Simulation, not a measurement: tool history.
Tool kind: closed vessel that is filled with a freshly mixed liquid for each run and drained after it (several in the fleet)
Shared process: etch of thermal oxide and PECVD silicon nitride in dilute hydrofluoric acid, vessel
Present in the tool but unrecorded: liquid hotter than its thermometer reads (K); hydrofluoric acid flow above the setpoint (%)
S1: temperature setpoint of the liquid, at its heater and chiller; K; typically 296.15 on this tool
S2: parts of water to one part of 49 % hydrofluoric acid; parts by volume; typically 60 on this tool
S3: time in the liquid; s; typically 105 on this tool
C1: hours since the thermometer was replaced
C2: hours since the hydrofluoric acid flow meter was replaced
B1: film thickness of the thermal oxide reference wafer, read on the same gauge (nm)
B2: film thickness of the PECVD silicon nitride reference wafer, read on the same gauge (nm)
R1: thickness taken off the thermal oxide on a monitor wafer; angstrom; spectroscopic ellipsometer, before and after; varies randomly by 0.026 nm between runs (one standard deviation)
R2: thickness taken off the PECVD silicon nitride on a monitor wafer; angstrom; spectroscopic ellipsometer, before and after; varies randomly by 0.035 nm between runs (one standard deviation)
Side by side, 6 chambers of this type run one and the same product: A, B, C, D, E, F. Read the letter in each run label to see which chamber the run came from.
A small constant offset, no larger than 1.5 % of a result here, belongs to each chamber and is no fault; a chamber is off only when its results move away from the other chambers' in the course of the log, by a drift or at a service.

run	hour	S1	S2	S3	C1	C2	B1	B2	R1	R2
1D	10.3	296.15	60	105	639.4	903.2	110.02	30.005	79.161	45.636
2B	23.6	296.15	60	105	509.8	123.2	109.99	29.97	79.535	46.469
3E	37.1	296.15	60	105	1996.3	631.3	110	30	78.035	45.942
4C	50.7	296.15	60	105	883.2	1348	110	29.979	79.614	45.87
5A	59.3	296.15	60	105	961.7	155.3	109.99	30.022	78.791	46.24
6F	67.8	296.15	60	105	485.7	169.8	110	29.997	78.106	46.092
7D	80.4	296.15	60	105	709.5	973.3	110.04	30.037	78.607	45.617
# hour 81.7: chamber E: thermometer replaced
8B	92.7	293.65	40	105	578.9	192.3	109.99	30.012	110.06	58.516
9C	104.1	293.65	40	105	936.6	1401.4	109.97	30.003	110.1	56.397
10F	115.8	293.65	40	105	533.7	217.8	110.03	30.027	109.92	58.169
11E	127.5	293.65	40	105	45.9	721.7	110.02	29.998	109.5	59.227
12A	141.5	293.65	40	105	1043.9	237.5	110	30.009	108.15	58.526
13C	152.7	293.65	40	105	985.2	1450	109.99	30.012	109.83	56.108
14E	166.3	296.15	60	105	84.7	760.5	109.99	30.034	78.356	46.136
15B	176.9	296.15	60	105	663.1	276.5	109.98	29.989	79.324	46.227
16A	187.6	296.15	60	105	1090	283.6	110	30.025	79.051	46.585
17D	197.3	296.15	60	105	826.4	1090.2	109.99	29.981	78.968	46.302
18F	209	296.15	60	105	626.9	311	110.02	30.009	78.917	46.022
19A	216.9	296.15	60	105	1119.3	312.9	110.01	30.021	78.854	46.316
20F	227.9	296.15	60	105	645.8	329.9	110.02	30.023	78.921	46.329
21C	236.1	296.15	60	105	1068.6	1533.4	110	29.991	79.485	45.64
22E	245.8	296.15	60	105	164.2	840	110	29.983	78.543	46.398
23D	256.8	296.15	60	105	885.9	1149.7	109.99	29.995	79.464	46.21
24B	268.7	296.15	60	105	754.9	368.3	110	30.024	79.086	46.7
25F	277.5	296.15	60	105	695.4	379.5	110.03	29.991	79.112	46.313
# hour 281.8: chamber D: hydrofluoric acid flow meter replaced
26B	291.3	296.15	90	105	777.5	390.9	109.99	30.039	50.895	31.098
27A	305.1	296.15	90	105	1207.5	401.1	110.01	29.957	51.017	31.454
28E	317.3	296.15	90	105	235.7	911.5	109.99	30.015	50.487	31.342
29D	327.2	296.15	90	105	956.3	45.4	110.03	29.984	51.244	30.529
30C	335.1	296.15	90	105	1167.6	1632.4	109.99	30.018	51.369	31.183
31C	342.8	296.15	90	105	1175.3	1640.1	110.02	30.015	51.558	31.055
32A	352.8	296.15	60	105	1255.2	448.8	109.98	29.979	78.959	46.662
33F	362.4	296.15	60	105	780.3	464.4	110.02	30.013	78.474	46.321
34E	368.6	296.15	60	105	287	962.8	109.97	29.997	78.464	46.948
35B	376.5	299.65	60	60	862.7	476.1	109.99	30.02	52.422	33.329
36D	385.9	299.65	60	60	1015	104.1	110	29.985	52.36	33.033
37A	399	299.65	60	60	1301.4	495	109.97	29.947	52.138	33.724

What goes on in this fleet: one chamber off, a drifting gauge, or nothing beyond the chambers' own small offsets? Name the chamber and the cause, if any.

The fleet is healthy, with each chamber sitting at its usual small offset and no drift in the gauge.
